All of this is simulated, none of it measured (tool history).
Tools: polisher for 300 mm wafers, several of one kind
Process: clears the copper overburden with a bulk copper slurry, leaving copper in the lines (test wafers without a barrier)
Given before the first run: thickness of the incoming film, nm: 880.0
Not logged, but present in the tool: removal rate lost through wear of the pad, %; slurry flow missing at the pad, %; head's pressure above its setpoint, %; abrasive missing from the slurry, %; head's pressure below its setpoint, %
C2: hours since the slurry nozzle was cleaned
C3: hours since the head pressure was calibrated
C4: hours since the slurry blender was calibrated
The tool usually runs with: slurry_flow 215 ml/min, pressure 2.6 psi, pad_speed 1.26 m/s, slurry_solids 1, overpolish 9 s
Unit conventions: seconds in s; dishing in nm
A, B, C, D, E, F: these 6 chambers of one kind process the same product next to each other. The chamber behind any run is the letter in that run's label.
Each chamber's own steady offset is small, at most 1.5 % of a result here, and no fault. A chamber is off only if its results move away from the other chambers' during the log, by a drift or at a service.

{"hour": 0.6, "done": "chamber F: worn pad replaced by a new one"}
{"run": "1E", "hour": 8.4, "slurry_flow": 215, "pressure": 2.6, "pad_speed": 1.26, "slurry_solids": 1, "overpolish": 9, "wafers polished on this pad": 958, "C2": 127.7, "C3": 261.4, "C4": 239.6, "seconds": 69.145, "dishing": 51.359}
{"hour": 12.8, "done": "chamber C: worn pad replaced by a new one"}
{"run": "2A", "hour": 17.2, "slurry_flow": 215, "pressure": 2.6, "pad_speed": 1.26, "slurry_solids": 1, "overpolish": 9, "wafers polished on this pad": 897, "C2": 388.4, "C3": 671.4, "C4": 267.3, "seconds": 68.714, "dishing": 51.82}
{"run": "3C", "hour": 24.7, "slurry_flow": 215, "pressure": 2.6, "pad_speed": 1.26, "slurry_solids": 1, "overpolish": 9, "wafers polished on this pad": 112, "C2": 30.4, "C3": 402.8, "C4": 139, "seconds": 68.329, "dishing": 51.234}
{"run": "4D", "hour": 30.4, "slurry_flow": 215, "pressure": 2.6, "pad_speed": 1.26, "slurry_solids": 1, "overpolish": 9, "wafers polished on this pad": 312, "C2": 297.4, "C3": 1543.8, "C4": 102.7, "seconds": 71.171, "dishing": 51.683}
{"hour": 30.6, "done": "chamber A: worn pad replaced by a new one"}
{"hour": 34.6, "done": "chamber F: slurry nozzle cleaned"}
{"hour": 36.1, "done": "chamber A: slurry blender recalibrated"}
{"run": "5F", "hour": 37.7, "slurry_flow": 215, "pressure": 2.6, "pad_speed": 1.26, "slurry_solids": 1, "overpolish": 9, "wafers polished on this pad": 350, "C2": 3.2, "C3": 1537.8, "C4": 101.9, "seconds": 68.121, "dishing": 51.563}
{"run": "6B", "hour": 44.3, "slurry_flow": 215, "pressure": 2.6, "pad_speed": 1.26, "slurry_solids": 1, "overpolish": 9, "wafers polished on this pad": 828, "C2": 543.8, "C3": 644.1, "C4": 99, "seconds": 73.119, "dishing": 53.803}
{"hour": 50.0, "done": "chamber E: worn pad replaced by a new one"}
{"run": "7E", "hour": 53.7, "slurry_flow": 215, "pressure": 2.6, "pad_speed": 1.26, "slurry_solids": 1, "overpolish": 9, "wafers polished on this pad": 35, "C2": 173, "C3": 306.7, "C4": 284.9, "seconds": 67.285, "dishing": 52.751}
{"hour": 57.6, "done": "chamber A: slurry nozzle cleaned"}
{"hour": 58.1, "done": "chamber F: worn pad replaced by a new one"}
{"run": "8F", "hour": 64.2, "slurry_flow": 215, "pressure": 2.6, "pad_speed": 1.26, "slurry_solids": 1, "overpolish": 9, "wafers polished on this pad": 58, "C2": 29.7, "C3": 1564.3, "C4": 128.4, "seconds": 70.008, "dishing": 52.025}
{"hour": 65.7, "done": "chamber C: worn pad replaced by a new one"}
{"hour": 66.5, "done": "chamber D: head pressure recalibrated"}
{"hour": 70.0, "done": "chamber D: slurry blender recalibrated"}
{"run": "9C", "hour": 72.1, "slurry_flow": 215, "pressure": 2.6, "pad_speed": 1.26, "slurry_solids": 1, "overpolish": 9, "wafers polished on this pad": 60, "C2": 77.8, "C3": 450.2, "C4": 186.4, "seconds": 69.919, "dishing": 53.148}
{"hour": 78.5, "done": "chamber B: worn pad replaced by a new one"}
{"run": "10A", "hour": 83.0, "slurry_flow": 215, "pressure": 2.6, "pad_speed": 1.6, "slurry_solids": 1, "overpolish": 9, "wafers polished on this pad": 494, "C2": 25.5, "C3": 737.2, "C4": 47, "seconds": 53.988, "dishing": 58.796}
{"run": "11D", "hour": 93.3, "slurry_flow": 215, "pressure": 2.6, "pad_speed": 1.6, "slurry_solids": 1, "overpolish": 9, "wafers polished on this pad": 905, "C2": 360.3, "C3": 26.9, "C4": 23.3, "seconds": 56.411, "dishing": 58.92}
{"hour": 98.0, "done": "chamber F: head pressure recalibrated"}
{"run": "12B", "hour": 101.1, "slurry_flow": 215, "pressure": 2.6, "pad_speed": 1.6, "slurry_solids": 1, "overpolish": 9, "wafers polished on this pad": 213, "C2": 600.6, "C3": 700.9, "C4": 155.8, "seconds": 56.85, "dishing": 57.859}
{"hour": 101.3, "done": "chamber E: slurry blender recalibrated"}
{"hour": 106.6, "done": "chamber D: worn pad replaced by a new one"}
{"run": "13E", "hour": 108.7, "slurry_flow": 215, "pressure": 2.6, "pad_speed": 1.6, "slurry_solids": 1, "overpolish": 9, "wafers polished on this pad": 553, "C2": 228, "C3": 361.7, "C4": 7.4, "seconds": 53.569, "dishing": 58.3}
{"hour": 110.5, "done": "chamber F: worn pad replaced by a new one"}
{"run": "14C", "hour": 116.6, "slurry_flow": 215, "pressure": 2.6, "pad_speed": 1.6, "slurry_solids": 1, "overpolish": 9, "wafers polished on this pad": 480, "C2": 122.3, "C3": 494.7, "C4": 230.9, "seconds": 55.442, "dishing": 57.262}
{"hour": 121.2, "done": "chamber C: worn pad replaced by a new one"}
{"run": "15F", "hour": 125.7, "slurry_flow": 215, "pressure": 2.6, "pad_speed": 1.6, "slurry_solids": 1, "overpolish": 9, "wafers polished on this pad": 144, "C2": 91.2, "C3": 27.8, "C4": 189.9, "seconds": 54.613, "dishing": 56.751}
{"run": "16D", "hour": 133.5, "slurry_flow": 215, "pressure": 2.6, "pad_speed": 1.26, "slurry_solids": 1, "overpolish": 9, "wafers polished on this pad": 254, "C2": 400.5, "C3": 67.1, "C4": 63.5, "seconds": 71.002, "dishing": 51.568}
{"run": "17B", "hour": 143.5, "slurry_flow": 215, "pressure": 2.6, "pad_speed": 1.26, "slurry_solids": 1, "overpolish": 9, "wafers polished on this pad": 613, "C2": 643, "C3": 743.3, "C4": 198.2, "seconds": 70.467, "dishing": 52.178}
{"hour": 145.6, "done": "chamber A: worn pad replaced by a new one"}
{"run": "18A", "hour": 149.0, "slurry_flow": 215, "pressure": 2.6, "pad_speed": 1.26, "slurry_solids": 1, "overpolish": 9, "wafers polished on this pad": 32, "C2": 91.5, "C3": 803.2, "C4": 113, "seconds": 70.633, "dishing": 52.736}
{"run": "19D", "hour": 159.3, "slurry_flow": 215, "pressure": 2.2, "pad_speed": 1.26, "slurry_solids": 1, "overpolish": 9, "wafers polished on this pad": 497, "C2": 426.3, "C3": 92.9, "C4": 89.3, "seconds": 83.193, "dishing": 46.891}
{"hour": 164.2, "done": "chamber F: worn pad replaced by a new one"}
{"hour": 164.5, "done": "chamber E: worn pad replaced by a new one"}
{"run": "20E", "hour": 166.1, "slurry_flow": 215, "pressure": 2.2, "pad_speed": 1.26, "slurry_solids": 1, "overpolish": 9, "wafers polished on this pad": 15, "C2": 285.4, "C3": 419.1, "C4": 64.8, "seconds": 82.587, "dishing": 46.289}
{"hour": 169.6, "done": "chamber E: slurry nozzle cleaned"}
{"hour": 170.3, "done": "chamber D: slurry nozzle cleaned"}
{"run": "21B", "hour": 171.9, "slurry_flow": 215, "pressure": 2.2, "pad_speed": 1.26, "slurry_solids": 1, "overpolish": 9, "wafers polished on this pad": 881, "C2": 671.4, "C3": 771.7, "C4": 226.6, "seconds": 83.119, "dishing": 48.622}
{"hour": 179.0, "done": "chamber B: head pressure recalibrated"}
{"run": "22F", "hour": 179.1, "slurry_flow": 215, "pressure": 2.2, "pad_speed": 1.26, "slurry_solids": 1, "overpolish": 9, "wafers polished on this pad": 141, "C2": 144.6, "C3": 81.2, "C4": 243.3, "seconds": 84.612, "dishing": 47.93}
{"hour": 181.7, "done": "chamber C: worn pad replaced by a new one"}
{"run": "23A", "hour": 189.6, "slurry_flow": 215, "pressure": 2.2, "pad_speed": 1.26, "slurry_solids": 1, "overpolish": 9, "wafers polished on this pad": 415, "C2": 132.1, "C3": 843.8, "C4": 153.6, "seconds": 83.37, "dishing": 48.373}
{"hour": 194.1, "done": "chamber B: worn pad replaced by a new one"}
{"run": "24C", "hour": 196.0, "slurry_flow": 215, "pressure": 2.2, "pad_speed": 1.26, "slurry_solids": 1, "overpolish": 9, "wafers polished on this pad": 135, "C2": 201.7, "C3": 574.1, "C4": 310.3, "seconds": 82.157, "dishing": 47.988}
{"hour": 199.2, "done": "chamber D: slurry blender recalibrated"}
{"run": "25C", "hour": 202.6, "slurry_flow": 215, "pressure": 2.6, "pad_speed": 1.26, "slurry_solids": 1, "overpolish": 9, "wafers polished on this pad": 197, "C2": 208.3, "C3": 580.7, "C4": 316.9, "seconds": 72.205, "dishing": 52.156}
{"hour": 203.5, "done": "chamber D: worn pad replaced by a new one"}
{"run": "26B", "hour": 208.3, "slurry_flow": 215, "pressure": 2.6, "pad_speed": 1.26, "slurry_solids": 1, "overpolish": 9, "wafers polished on this pad": 134, "C2": 707.8, "C3": 29.4, "C4": 263, "seconds": 69.03, "dishing": 53.918}
{"run": "27E", "hour": 218.8, "slurry_flow": 215, "pressure": 2.6, "pad_speed": 1.64, "slurry_solids": 1, "overpolish": 9, "wafers polished on this pad": 512, "C2": 49.3, "C3": 471.8, "C4": 117.5, "seconds": 53.439, "dishing": 58.615}
{"hour": 224.6, "done": "chamber F: worn pad replaced by a new one"}
{"run": "28A", "hour": 225.5, "slurry_flow": 215, "pressure": 2.6, "pad_speed": 1.64, "slurry_solids": 1, "overpolish": 9, "wafers polished on this pad": 754, "C2": 168, "C3": 879.7, "C4": 189.5, "seconds": 51.567, "dishing": 57.989}
{"run": "29D", "hour": 231.6, "slurry_flow": 215, "pressure": 2.6, "pad_speed": 1.64, "slurry_solids": 1, "overpolish": 9, "wafers polished on this pad": 265, "C2": 61.4, "C3": 165.2, "C4": 32.4, "seconds": 55.298, "dishing": 58.276}
{"hour": 234.2, "done": "chamber C: worn pad replaced by a new one"}
{"run": "30F", "hour": 236.3, "slurry_flow": 215, "pressure": 2.6, "pad_speed": 1.64, "slurry_solids": 1, "overpolish": 9, "wafers polished on this pad": 110, "C2": 201.8, "C3": 138.4, "C4": 300.5, "seconds": 53.041, "dishing": 58.805}
{"run": "31E", "hour": 242.8, "slurry_flow": 215, "pressure": 2.6, "pad_speed": 1.64, "slurry_solids": 1, "overpolish": 9, "wafers polished on this pad": 738, "C2": 73.3, "C3": 495.8, "C4": 141.5, "seconds": 53.258, "dishing": 58.518}
{"run": "32B", "hour": 247.6, "slurry_flow": 215, "pressure": 2.6, "pad_speed": 1.64, "slurry_solids": 1, "overpolish": 9, "wafers polished on this pad": 504, "C2": 747.1, "C3": 68.7, "C4": 302.3, "seconds": 52.978, "dishing": 60.346}
{"run": "33C", "hour": 256.0, "slurry_flow": 215, "pressure": 2.6, "pad_speed": 1.26, "slurry_solids": 1, "overpolish": 9, "wafers polished on this pad": 205, "C2": 261.7, "C3": 634.1, "C4": 370.3, "seconds": 72.405, "dishing": 51.981}
{"run": "34D", "hour": 263.3, "slurry_flow": 215, "pressure": 2.6, "pad_speed": 1.26, "slurry_solids": 1, "overpolish": 9, "wafers polished on this pad": 563, "C2": 93.1, "C3": 196.9, "C4": 64.1, "seconds": 68.394, "dishing": 52.477}
{"hour": 263.5, "done": "chamber A: worn pad replaced by a new one"}
{"run": "35A", "hour": 273.2, "slurry_flow": 215, "pressure": 2.6, "pad_speed": 1.26, "slurry_solids": 1, "overpolish": 9, "wafers polished on this pad": 91, "C2": 215.7, "C3": 927.4, "C4": 237.2, "seconds": 69.063, "dishing": 53.348}
{"hour": 277.1, "done": "chamber F: worn pad replaced by a new one"}
{"run": "36F", "hour": 282.9, "slurry_flow": 215, "pressure": 2.6, "pad_speed": 1.26, "slurry_solids": 1, "overpolish": 9, "wafers polished on this pad": 55, "C2": 248.4, "C3": 185, "C4": 347.1, "seconds": 70.848, "dishing": 51.062}
{"run": "37E", "hour": 291.9, "slurry_flow": 215, "pressure": 2.6, "pad_speed": 1.26, "slurry_solids": 1, "overpolish": 9, "wafers polished on this pad": 1201, "C2": 122.4, "C3": 544.9, "C4": 190.6, "seconds": 68.497, "dishing": 53.125}

What goes on in this fleet: one chamber off, a drifting gauge, or nothing beyond the chambers' own small offsets? Name the chamber and the cause, if any.

No chamber stands off beyond its own small offset, and the gauge holds steady.

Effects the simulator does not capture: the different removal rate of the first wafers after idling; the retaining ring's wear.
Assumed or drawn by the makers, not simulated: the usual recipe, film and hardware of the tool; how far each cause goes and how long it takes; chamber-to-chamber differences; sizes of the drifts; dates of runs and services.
